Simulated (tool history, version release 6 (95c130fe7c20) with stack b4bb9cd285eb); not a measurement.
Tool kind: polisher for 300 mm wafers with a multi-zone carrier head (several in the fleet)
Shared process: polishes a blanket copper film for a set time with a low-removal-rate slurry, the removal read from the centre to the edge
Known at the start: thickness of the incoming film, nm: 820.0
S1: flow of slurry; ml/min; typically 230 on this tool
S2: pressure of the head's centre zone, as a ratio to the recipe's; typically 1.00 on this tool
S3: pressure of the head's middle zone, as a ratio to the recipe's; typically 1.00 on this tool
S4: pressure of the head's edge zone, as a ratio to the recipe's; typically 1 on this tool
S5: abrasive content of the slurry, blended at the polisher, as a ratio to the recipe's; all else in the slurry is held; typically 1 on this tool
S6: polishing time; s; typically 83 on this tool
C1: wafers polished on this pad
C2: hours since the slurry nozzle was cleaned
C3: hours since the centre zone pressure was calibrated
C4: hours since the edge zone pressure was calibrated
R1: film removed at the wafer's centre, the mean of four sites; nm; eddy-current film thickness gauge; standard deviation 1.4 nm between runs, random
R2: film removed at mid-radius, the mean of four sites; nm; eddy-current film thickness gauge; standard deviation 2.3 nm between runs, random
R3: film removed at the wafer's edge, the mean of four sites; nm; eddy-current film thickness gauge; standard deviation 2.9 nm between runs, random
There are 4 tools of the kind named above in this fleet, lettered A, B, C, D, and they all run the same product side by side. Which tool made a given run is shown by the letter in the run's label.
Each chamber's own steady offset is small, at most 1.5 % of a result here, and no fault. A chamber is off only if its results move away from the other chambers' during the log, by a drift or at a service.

Run 1C, hour 5.4: usual settings; C1 287; C2 211.2; C3 633.7; C4 571.0. Result: R1 225.71 nm, R2 224.63 nm, R3 221.57 nm.
Run 2A, hour 15.1: usual settings; C1 560; C2 73.5; C3 529.2; C4 691.1. Result: R1 225.76 nm, R2 225.62 nm, R3 225.66 nm.
At hour 21.0: chamber B: worn pad replaced by a new one.
Run 3B, hour 21.1: usual settings; C1 0; C2 116.6; C3 387.4; C4 64.3. Result: R1 223.02 nm, R2 226.12 nm, R3 227.85 nm.
At hour 27.2: chamber A: worn pad replaced by a new one.
Run 4D, hour 28.4: usual settings; C1 240; C2 183.2; C3 246.3; C4 563.3. Result: R1 227.42 nm, R2 226.14 nm, R3 229.81 nm.
Run 5A, hour 37.7: usual settings; C1 70; C2 96.1; C3 551.8; C4 713.7. Result: R1 225.78 nm, R2 223.89 nm, R3 224.94 nm.
Run 6D, hour 47.4: usual settings; C1 367; C2 202.2; C3 265.3; C4 582.3. Result: R1 223.53 nm, R2 228.18 nm, R3 225.10 nm.
At hour 49.3: chamber C: edge zone pressure recalibrated.
Run 7C, hour 56.5: usual settings; C1 629; C2 262.3; C3 684.8; C4 7.3. Result: R1 225.52 nm, R2 222.99 nm, R3 228.01 nm.
Run 8B, hour 65.7: usual settings; C1 299; C2 161.2; C3 432.0; C4 108.9. Result: R1 226.32 nm, R2 224.11 nm, R3 226.47 nm.
At hour 67.6: chamber C: worn pad replaced by a new one.
Run 9A, hour 72.4: usual settings; C1 303; C2 130.8; C3 586.5; C4 748.4. Result: R1 226.35 nm, R2 226.67 nm, R3 226.35 nm.
Run 10C, hour 82.3: usual settings; C1 98; C2 288.1; C3 710.6; C4 33.1. Result: R1 226.14 nm, R2 219.67 nm, R3 227.72 nm.
Run 11B, hour 92.6: usual settings; C1 479; C2 188.1; C3 458.9; C4 135.8. Result: R1 223.99 nm, R2 221.08 nm, R3 233.69 nm.
Run 12D, hour 100.1: usual settings; C1 720; C2 254.9; C3 318.0; C4 635.0. Result: R1 224.80 nm, R2 228.68 nm, R3 230.26 nm.
Run 13C, hour 106.4: usual settings; C1 260; C2 312.2; C3 734.7; C4 57.2. Result: R1 224.07 nm, R2 223.38 nm, R3 228.04 nm.
At hour 106.7: chamber B: worn pad replaced by a new one.
At hour 116.7: chamber B: slurry nozzle cleaned.
Run 14D, hour 117.4: usual settings; C1 835; C2 272.2; C3 335.3; C4 652.3. Result: R1 227.65 nm, R2 227.33 nm, R3 224.45 nm.
At hour 124.7: chamber A: worn pad replaced by a new one.
Run 15A, hour 125.3: usual settings; C1 4; C2 183.7; C3 639.4; C4 801.3. Result: R1 223.61 nm, R2 224.06 nm, R3 223.64 nm.
Run 16B, hour 132.6: usual settings; C1 173; C2 15.9; C3 498.9; C4 175.8. Result: R1 226.29 nm, R2 221.10 nm, R3 235.45 nm.
At hour 135.4: chamber D: worn pad replaced by a new one.
Run 17A, hour 143.1: usual settings but S6 57 s; C1 123; C2 201.5; C3 657.2; C4 819.1. Result: R1 155.05 nm, R2 155.62 nm, R3 154.27 nm.
Run 18B, hour 150.3: usual settings but S6 57 s; C1 292; C2 33.6; C3 516.6; C4 193.5. Result: R1 155.09 nm, R2 155.14 nm, R3 155.84 nm.
At hour 161.4: chamber C: worn pad replaced by a new one.
Run 19D, hour 162.6: usual settings but S6 57 s; C1 182; C2 317.4; C3 380.5; C4 697.5. Result: R1 158.12 nm, R2 159.44 nm, R3 153.58 nm.
Run 20C, hour 170.8: usual settings but S6 57 s; C1 63; C2 376.6; C3 799.1; C4 121.6. Result: R1 154.69 nm, R2 155.99 nm, R3 155.22 nm.
Run 21C, hour 180.4: usual settings; C1 127; C2 386.2; C3 808.7; C4 131.2. Result: R1 223.53 nm, R2 223.37 nm, R3 226.55 nm.
Run 22D, hour 191.7: usual settings; C1 376; C2 346.5; C3 409.6; C4 726.6. Result: R1 231.62 nm, R2 232.52 nm, R3 224.77 nm.
At hour 202.1: chamber B: worn pad replaced by a new one.
Run 23A, hour 202.9: usual settings but S6 110 s; C1 523; C2 261.3; C3 717.0; C4 878.9. Result: R1 301.21 nm, R2 294.84 nm, R3 302.42 nm.
Run 24B, hour 210.5: usual settings but S6 110 s; C1 56; C2 93.8; C3 576.8; C4 253.7. Result: R1 299.05 nm, R2 295.54 nm, R3 293.51 nm.
Run 25C, hour 216.3: usual settings but S6 110 s; C1 367; C2 422.1; C3 844.6; C4 167.1. Result: R1 296.12 nm, R2 298.77 nm, R3 301.00 nm.
Run 26A, hour 226.5: usual settings but S6 110 s; C1 681; C2 284.9; C3 740.6; C4 902.5. Result: R1 297.85 nm, R2 296.92 nm, R3 304.95 nm.
At hour 228.4: chamber A: worn pad replaced by a new one.
Run 27D, hour 234.4: usual settings but S3 1.05, S6 98 s; C1 662; C2 389.2; C3 452.3; C4 769.3. Result: R1 274.93 nm, R2 280.45 nm, R3 269.32 nm.
Run 28B, hour 246.4: usual settings but S3 1.05, S6 98 s; C1 296; C2 129.7; C3 612.7; C4 289.6. Result: R1 265.02 nm, R2 279.45 nm, R3 268.27 nm.
Run 29D, hour 257.3: usual settings but S3 1.05, S6 98 s; C1 815; C2 412.1; C3 475.2; C4 792.2. Result: R1 275.65 nm, R2 283.70 nm, R3 270.07 nm.
At hour 261.2: chamber C: worn pad replaced by a new one.
At hour 266.7: chamber C: centre zone pressure recalibrated.
Run 30C, hour 269.3: usual settings but S3 1.05, S6 98 s; C1 54; C2 475.1; C3 2.6; C4 220.1. Result: R1 267.35 nm, R2 274.19 nm, R3 269.54 nm.
Run 31A, hour 278.5: usual settings; C1 335; C2 336.9; C3 792.6; C4 954.5. Result: R1 226.79 nm, R2 224.49 nm, R3 225.05 nm.
At hour 288.3: chamber B: worn pad replaced by a new one.
Run 32B, hour 289.4: usual settings; C1 7; C2 172.7; C3 655.7; C4 332.6. Result: R1 225.44 nm, R2 225.63 nm, R3 234.52 nm.
Run 33C, hour 296.7: usual settings; C1 237; C2 502.5; C3 30.0; C4 247.5. Result: R1 222.83 nm, R2 227.47 nm, R3 228.82 nm.
Run 34B, hour 305.4: usual settings but S2 1.05, S3 1.04; C1 114; C2 188.7; C3 671.7; C4 348.6. Result: R1 236.47 nm, R2 228.97 nm, R3 225.32 nm.

Predict what each chamber gives when all 4 of them run the settings below next.
Run 35A, hour 314.3: usual settings but S2 0.89. Result: R1 ?, R2 ?, R3 ?.
Run 35B, hour 314.3: usual settings but S2 0.89. Result: R1 ?, R2 ?, R3 ?.
Run 35C, hour 314.3: usual settings but S2 0.89. Result: R1 ?, R2 ?, R3 ?.
Run 35D, hour 314.3: usual settings but S2 0.89. Result: R1 ?, R2 ?, R3 ?.

run      R1      R2      R3
35A  196.63  227.96  225.00
35B  197.29  224.68  228.50
35C  197.90  225.93  229.97
35D  206.92  225.88  231.83
